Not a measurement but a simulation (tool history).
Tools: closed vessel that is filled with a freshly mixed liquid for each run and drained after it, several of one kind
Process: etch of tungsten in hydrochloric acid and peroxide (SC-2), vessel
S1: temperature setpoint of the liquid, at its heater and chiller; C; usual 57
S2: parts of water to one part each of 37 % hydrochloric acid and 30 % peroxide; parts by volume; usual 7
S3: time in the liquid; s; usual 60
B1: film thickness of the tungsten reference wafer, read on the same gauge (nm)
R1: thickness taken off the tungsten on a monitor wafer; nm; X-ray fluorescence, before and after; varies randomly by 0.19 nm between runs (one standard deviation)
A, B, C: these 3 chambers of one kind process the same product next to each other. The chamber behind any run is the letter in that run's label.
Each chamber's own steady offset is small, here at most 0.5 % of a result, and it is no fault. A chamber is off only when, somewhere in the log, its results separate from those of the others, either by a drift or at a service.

run 1A hour=11.6 | S1=57 S2=7 S3=60 | B1=50.011 | R1=25.372
run 2C hour=19.5 | S1=57 S2=7 S3=60 | B1=50 | R1=25.04
run 3B hour=33.3 | S1=57 S2=7 S3=60 | B1=50.011 | R1=25.359
run 4C hour=40.8 | S1=57 S2=7 S3=60 | B1=49.97 | R1=25.543
run 5B hour=47.7 | S1=57 S2=7 S3=60 | B1=49.979 | R1=25.485
run 6A hour=60.1 | S1=57 S2=7 S3=60 | B1=50.008 | R1=24.747
-- hour=70.8 chamber A: chemicals flow meter replaced
run 7B hour=72.5 | S1=57 S2=7 S3=60 | B1=49.988 | R1=25.085
run 8A hour=78.6 | S1=57 S2=7 S3=60 | B1=49.989 | R1=25.247
run 9C hour=88.6 | S1=57 S2=7 S3=60 | B1=49.989 | R1=25.234
run 10B hour=95.3 | S1=57 S2=7 S3=60 | B1=50 | R1=25.309
run 11C hour=101.7 | S1=57 S2=7 S3=60 | B1=50.01 | R1=25.433
run 12A hour=113.1 | S1=57 S2=7 S3=60 | B1=50.026 | R1=25.046
run 13A hour=120.4 | S1=57 S2=7 S3=60 | B1=50.012 | R1=25.396
run 14C hour=133.4 | S1=65.5 S2=7 S3=60 | B1=49.977 | R1=42.998
run 15B hour=141.7 | S1=65.5 S2=7 S3=60 | B1=49.998 | R1=43.66
run 16A hour=152.5 | S1=65.5 S2=7 S3=60 | B1=49.998 | R1=43.277
run 17C hour=164.7 | S1=57 S2=7 S3=60 | B1=50.02 | R1=25.081
run 18B hour=171 | S1=57 S2=7 S3=60 | B1=50.009 | R1=26.157
run 19B hour=180.4 | S1=57 S2=7 S3=60 | B1=49.996 | R1=26.621
run 20C hour=191 | S1=57 S2=7 S3=60 | B1=49.974 | R1=25.227
run 21A hour=198.4 | S1=57 S2=7 S3=60 | B1=50.016 | R1=25.275
run 22A hour=207.3 | S1=57 S2=7 S3=60 | B1=49.983 | R1=25.597
run 23C hour=217.5 | S1=57 S2=7 S3=60 | B1=50.006 | R1=24.925
run 24B hour=229.5 | S1=57 S2=7 S3=60 | B1=50.036 | R1=26.767
run 25C hour=238.8 | S1=57 S2=7 S3=60 | B1=50.047 | R1=25.377
run 26B hour=246.2 | S1=57 S2=7 S3=60 | B1=50.007 | R1=26.666
run 27A hour=255.7 | S1=57 S2=7 S3=60 | B1=49.994 | R1=24.948
run 28A hour=265.5 | S1=57 S2=7 S3=60 | B1=50.009 | R1=25.418
run 29B hour=276.9 | S1=57 S2=7 S3=60 | B1=50.017 | R1=27.365
run 30C hour=284.9 | S1=57 S2=7 S3=60 | B1=49.988 | R1=25.098
run 31C hour=294.3 | S1=57 S2=7 S3=60 | B1=49.999 | R1=25.097
run 32A hour=303.7 | S1=57 S2=7 S3=60 | B1=50.011 | R1=25.081
run 33B hour=312.1 | S1=57 S2=7 S3=60 | B1=49.985 | R1=27.708

All 3 chambers run these settings next. Forecast each chamber's results:
run 34A hour=322 | S1=57 S2=7 S3=80 | R1=?
run 34B hour=322 | S1=57 S2=7 S3=80 | R1=?
run 34C hour=322 | S1=57 S2=7 S3=80 | R1=?

run=34A R1=33.482
run=34B R1=37.054
run=34C R1=33.508
